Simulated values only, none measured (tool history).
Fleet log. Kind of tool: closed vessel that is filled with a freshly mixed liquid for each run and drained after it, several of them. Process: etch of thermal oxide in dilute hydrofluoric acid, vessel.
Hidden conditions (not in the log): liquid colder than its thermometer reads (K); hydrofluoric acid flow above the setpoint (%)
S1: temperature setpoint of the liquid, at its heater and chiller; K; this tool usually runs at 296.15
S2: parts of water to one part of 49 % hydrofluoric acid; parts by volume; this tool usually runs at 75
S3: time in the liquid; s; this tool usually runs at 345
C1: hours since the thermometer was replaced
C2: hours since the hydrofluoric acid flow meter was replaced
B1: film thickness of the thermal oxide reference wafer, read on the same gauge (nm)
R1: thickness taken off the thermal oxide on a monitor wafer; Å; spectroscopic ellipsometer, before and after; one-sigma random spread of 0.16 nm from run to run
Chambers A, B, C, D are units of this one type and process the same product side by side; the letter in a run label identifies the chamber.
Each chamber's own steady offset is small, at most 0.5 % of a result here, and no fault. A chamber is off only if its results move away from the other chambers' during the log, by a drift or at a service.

run   hour      S1   S2   S3      C1      C2      B1      R1
 1B     10  296.15   75  345  1035.6  2199.4  30.005   206.9
 2D     21  296.15   75  345   338.5  1466.1  30.012  204.02
 3A     31  296.15   75  345    38.5  1729.3  29.998  206.65
 4C   44.6  296.15   75  345   539.6  1541.4  29.979  203.15
 5A   53.1  296.15   75  345    60.6  1751.4  30.028  204.59
 6D   66.2  296.15   75  345   383.7  1511.3  29.979  205.34
 7C   75.2  296.15   75  345   570.2    1572   30.01  206.94
 8B   84.2  296.15   75  345  1109.8  2273.6  30.043  205.71
 9A   95.5  296.15   75  345     103  1793.8  29.988  206.69
     100.4  -- chamber B: hydrofluoric acid flow meter replaced
10D  109.5  296.15   75  345     427  1554.6  29.981  208.51
11B  116.8  296.15  105  345  1142.4    16.4  29.977  141.21
12C  124.8  296.15  105  345   619.8  1621.6   29.98  143.61
13D  131.7  296.15  105  345   449.2  1576.8  30.027  141.33
14C  141.7  296.15  105  345   636.7  1638.5  29.995   140.8
15A  148.4  296.15   75  345   155.9  1846.7  30.005  208.01
16B    159  296.15   75  345  1184.6    58.6  29.962  205.45
17C  170.8  292.65   50  345   665.8  1667.6  29.967   278.6
     176.8  -- chamber C: hydrofluoric acid flow meter replaced
18B    182  292.65   50  345  1207.6    81.6  29.983   276.5
19A  195.5  292.65   50  345     203  1893.8   30.01  273.22
20D  207.4  292.65   50  345   524.9  1652.5  30.012  272.31
21C  218.7  296.15   75  345   713.7    41.9  29.982  209.22
22D  228.2  296.15   75  345   545.7  1673.3  30.058  206.15
     238.4  -- chamber A: hydrofluoric acid flow meter replaced
23B  238.6  296.15   75  345  1264.2   138.2  29.999  206.95
24A  249.9  296.15   75  345   257.4    11.6  29.983  208.14
25B    259  291.65   75  515  1284.6   158.6  29.997  252.27
26D  271.1  291.65   75  515   588.6  1716.2  30.008  254.22
27A  284.7  291.65   75  515   292.2    46.4  30.036  253.71
28C  292.4  291.65   75  515   787.4   115.6   30.02  257.94
29B  306.4  296.15   75  345    1332     206  29.973  205.51
30D  314.3  296.15   75  345   631.8  1759.4  29.951  206.42
31C  325.8  296.15   75  345   820.8     149  29.997  203.93
32A    338  296.15   75  345   345.5    99.7  30.007  206.05
33A  350.4  296.15   75  345   357.9   112.1  30.002  205.09

Next, all 4 chambers run the settings below, one line each with question marks for the results. What does each chamber give?
34A  361.2  296.15  110  345               ?
34B  361.2  296.15  110  345               ?
34C  361.2  296.15  110  345               ?
34D  361.2  296.15  110  345               ?

run      R1
34A  133.75
34B  134.51
34C  133.67
34D  136.92
